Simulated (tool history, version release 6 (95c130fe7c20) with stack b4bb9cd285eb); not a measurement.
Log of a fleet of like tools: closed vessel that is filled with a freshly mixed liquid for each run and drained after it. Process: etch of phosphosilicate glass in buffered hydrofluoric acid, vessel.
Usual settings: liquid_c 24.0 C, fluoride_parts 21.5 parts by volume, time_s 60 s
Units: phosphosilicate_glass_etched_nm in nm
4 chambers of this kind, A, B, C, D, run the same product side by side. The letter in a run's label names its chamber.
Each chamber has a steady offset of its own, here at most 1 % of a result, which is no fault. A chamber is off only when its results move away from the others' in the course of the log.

run	hour	liquid_c	fluoride_parts	time_s	hours since the thermometer was replaced	hours since the hydrofluoric acid flow meter was replaced	read-back film thickness of the phosphosilicate glass reference wafer, read on the same gauge (nm)	phosphosilicate_glass_etched_nm
1B	12.3	24.0	21.5	60	955.6	65.4	70.013	203.44
2D	19.5	24.0	21.5	60	2131.5	629.1	69.987	203.72
3C	33.1	24.0	21.5	60	205.5	627.3	70.008	203.83
4A	41.0	24.0	21.5	60	2319.1	174.3	70.007	201.74
5A	50.5	24.0	29.0	90	2328.6	183.8	69.988	246.29
6B	61.4	24.0	29.0	90	1004.7	114.5	69.980	249.79
7C	73.1	24.0	29.0	90	245.5	667.3	69.989	248.04
# hour 79.5: chamber D: thermometer replaced
8D	82.6	24.0	29.0	90	3.1	692.2	70.003	249.17
9B	95.4	24.0	21.5	60	1038.7	148.5	69.977	204.53
10A	106.0	24.0	21.5	60	2384.1	239.3	70.002	202.89
11C	118.7	27.5	21.5	80	291.1	712.9	69.999	329.40
12D	128.8	27.5	21.5	80	49.3	738.4	70.008	327.27
13D	141.1	27.5	21.5	80	61.6	750.7	70.001	327.49
14A	155.9	27.5	21.5	80	2434.0	289.2	70.009	331.55
15C	166.5	24.0	21.5	60	338.9	760.7	70.010	203.21
16B	179.0	24.0	21.5	60	1122.3	232.1	70.004	205.41
17B	195.5	24.0	21.5	60	1138.8	248.6	69.997	203.34
18D	211.0	24.0	21.5	60	131.5	820.6	70.008	204.71
19A	224.2	24.0	21.5	60	2502.3	357.5	69.982	201.27
# hour 229.4: chamber A: thermometer replaced
20C	239.8	24.0	21.5	60	412.2	834.0	70.013	204.01
21A	249.0	24.0	21.5	60	19.7	382.3	70.013	200.59
# hour 252.5: chamber B: thermometer replaced
22B	263.1	24.0	21.5	60	10.6	316.2	70.013	204.34
23D	274.0	24.0	21.5	60	194.5	883.6	70.011	203.91
24C	290.2	24.0	21.5	60	462.6	884.4	69.998	204.27
25A	300.4	24.0	21.5	60	71.1	433.7	69.983	202.09
26D	315.7	24.0	21.5	60	236.2	925.3	69.997	205.63
27C	329.1	24.0	21.5	60	501.5	923.3	70.002	205.83
28B	343.4	24.0	21.5	60	90.9	396.5	69.991	203.44
29D	353.8	24.0	21.5	60	274.3	963.4	69.988	203.52
30A	363.9	24.0	21.5	60	134.6	497.2	70.008	199.66
31C	375.1	21.5	21.5	75	547.5	969.3	69.989	223.71
32B	384.9	21.5	21.5	75	132.4	438.0	69.977	223.55
33C	394.9	21.5	21.5	75	567.3	989.1	69.984	223.35
34A	410.6	21.5	21.5	75	181.3	543.9	69.991	221.46
35D	419.9	20.0	14.0	60	340.4	1029.5	70.004	240.03
36B	433.4	20.0	14.0	60	180.9	486.5	69.983	241.08

All 4 chambers run these settings next. Forecast each chamber's results:
37A	445.2	24.0	21.5	40				?
37B	445.2	24.0	21.5	40				?
37C	445.2	24.0	21.5	40				?
37D	445.2	24.0	21.5	40				?

run	phosphosilicate_glass_etched_nm
37A	135.79
37B	136.61
37C	134.46
37D	136.15
